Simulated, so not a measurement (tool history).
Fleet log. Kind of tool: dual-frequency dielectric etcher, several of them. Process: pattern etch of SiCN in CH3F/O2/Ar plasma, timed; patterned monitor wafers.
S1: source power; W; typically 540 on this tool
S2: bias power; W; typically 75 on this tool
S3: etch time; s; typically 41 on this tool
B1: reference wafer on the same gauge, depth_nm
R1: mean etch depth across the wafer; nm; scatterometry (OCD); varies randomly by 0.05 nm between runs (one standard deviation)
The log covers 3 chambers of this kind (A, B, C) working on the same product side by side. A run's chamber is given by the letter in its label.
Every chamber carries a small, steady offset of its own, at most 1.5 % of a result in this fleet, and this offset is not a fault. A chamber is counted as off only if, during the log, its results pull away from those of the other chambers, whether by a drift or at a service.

Run 1A, hour 9.1: usual settings; B1 19.011. Result: R1 17.627 nm.
Run 2B, hour 15.9: usual settings; B1 18.987. Result: R1 17.543 nm.
Run 3C, hour 28.8: usual settings; B1 19.008. Result: R1 17.818 nm.
Run 4B, hour 39.8: usual settings; B1 19.008. Result: R1 17.508 nm.
Run 5C, hour 53.4: usual settings; B1 19.006. Result: R1 17.734 nm.
Run 6A, hour 59.5: usual settings but S1 610 W, S2 89 W; B1 18.997. Result: R1 19.625 nm.
Run 7B, hour 70.5: usual settings but S1 610 W, S2 89 W; B1 19.008. Result: R1 19.342 nm.
Run 8C, hour 82.9: usual settings but S1 610 W, S2 89 W; B1 19.008. Result: R1 19.781 nm.
Run 9A, hour 91.1: usual settings; B1 19.007. Result: R1 17.729 nm.
Run 10C, hour 97.9: usual settings; B1 19.001. Result: R1 17.713 nm.
Run 11B, hour 110.7: usual settings; B1 19.007. Result: R1 17.496 nm.
Run 12A, hour 120.3: usual settings; B1 19.019. Result: R1 17.64 nm.
Run 13C, hour 128.3: usual settings; B1 19.006. Result: R1 17.625 nm.
At hour 137: chamber B: source power generator calibrated.
Run 14B, hour 137.6: usual settings but S1 460 W; B1 18.993. Result: R1 16.462 nm.
Run 15A, hour 147.5: usual settings but S1 460 W; B1 19.008. Result: R1 16.678 nm.
At hour 158.4: chamber A: wet clean of the chamber.
Run 16B, hour 159.8: usual settings but S1 460 W; B1 18.997. Result: R1 16.497 nm.
Run 17C, hour 172.9: usual settings but S2 64 W, S3 48 s; B1 19.013. Result: R1 19.616 nm.
Run 18A, hour 184.6: usual settings but S2 64 W, S3 48 s; B1 19.014. Result: R1 20.175 nm.
Run 19B, hour 193.5: usual settings but S2 64 W, S3 48 s; B1 18.994. Result: R1 19.465 nm.
Run 20C, hour 205.6: usual settings; B1 19.004. Result: R1 17.795 nm.
Run 21A, hour 213.5: usual settings; B1 19.008. Result: R1 18.282 nm.
Run 22A, hour 226.2: usual settings but S1 470 W; B1 19.007. Result: R1 17.333 nm.
Run 23B, hour 235: usual settings but S1 470 W; B1 18.998. Result: R1 16.642 nm.
Run 24C, hour 248.1: usual settings but S1 470 W; B1 19.012. Result: R1 16.845 nm.
Run 25C, hour 254.5: usual settings; B1 18.996. Result: R1 17.654 nm.
Run 26A, hour 263: usual settings; B1 19.013. Result: R1 18.192 nm.
At hour 269.8: chamber B: wet clean of the chamber.
Run 27B, hour 277.1: usual settings; B1 18.983. Result: R1 17.492 nm.
Run 28C, hour 288.4: usual settings but S2 59 W, S3 53 s; B1 18.994. Result: R1 21.096 nm.
At hour 297.3: chamber C: wet clean of the chamber.
Run 29B, hour 297.8: usual settings but S2 59 W, S3 53 s; B1 19.003. Result: R1 20.805 nm.
Run 30A, hour 305.9: usual settings but S2 59 W, S3 53 s; B1 19.004. Result: R1 21.77 nm.
Run 31C, hour 312.4: usual settings; B1 18.993. Result: R1 17.647 nm.
Run 32B, hour 325.1: usual settings; B1 19.01. Result: R1 17.48 nm.
Run 33A, hour 333.9: usual settings; B1 19.006. Result: R1 18.121 nm.
Run 34C, hour 342.5: usual settings; B1 19.003. Result: R1 17.657 nm.
Run 35A, hour 351.8: usual settings; B1 18.996. Result: R1 18.138 nm.
Run 36B, hour 360.5: usual settings; B1 18.997. Result: R1 17.497 nm.
Run 37B, hour 368.8: usual settings; B1 18.999. Result: R1 17.577 nm.

Predict what each chamber gives when all 3 of them run the settings below next.
Run 38A, hour 378.9: usual settings. Result: R1 ?.
Run 38B, hour 378.9: usual settings. Result: R1 ?.
Run 38C, hour 378.9: usual settings. Result: R1 ?.

run      R1
38A  18.279
38B  17.398
38C  17.771
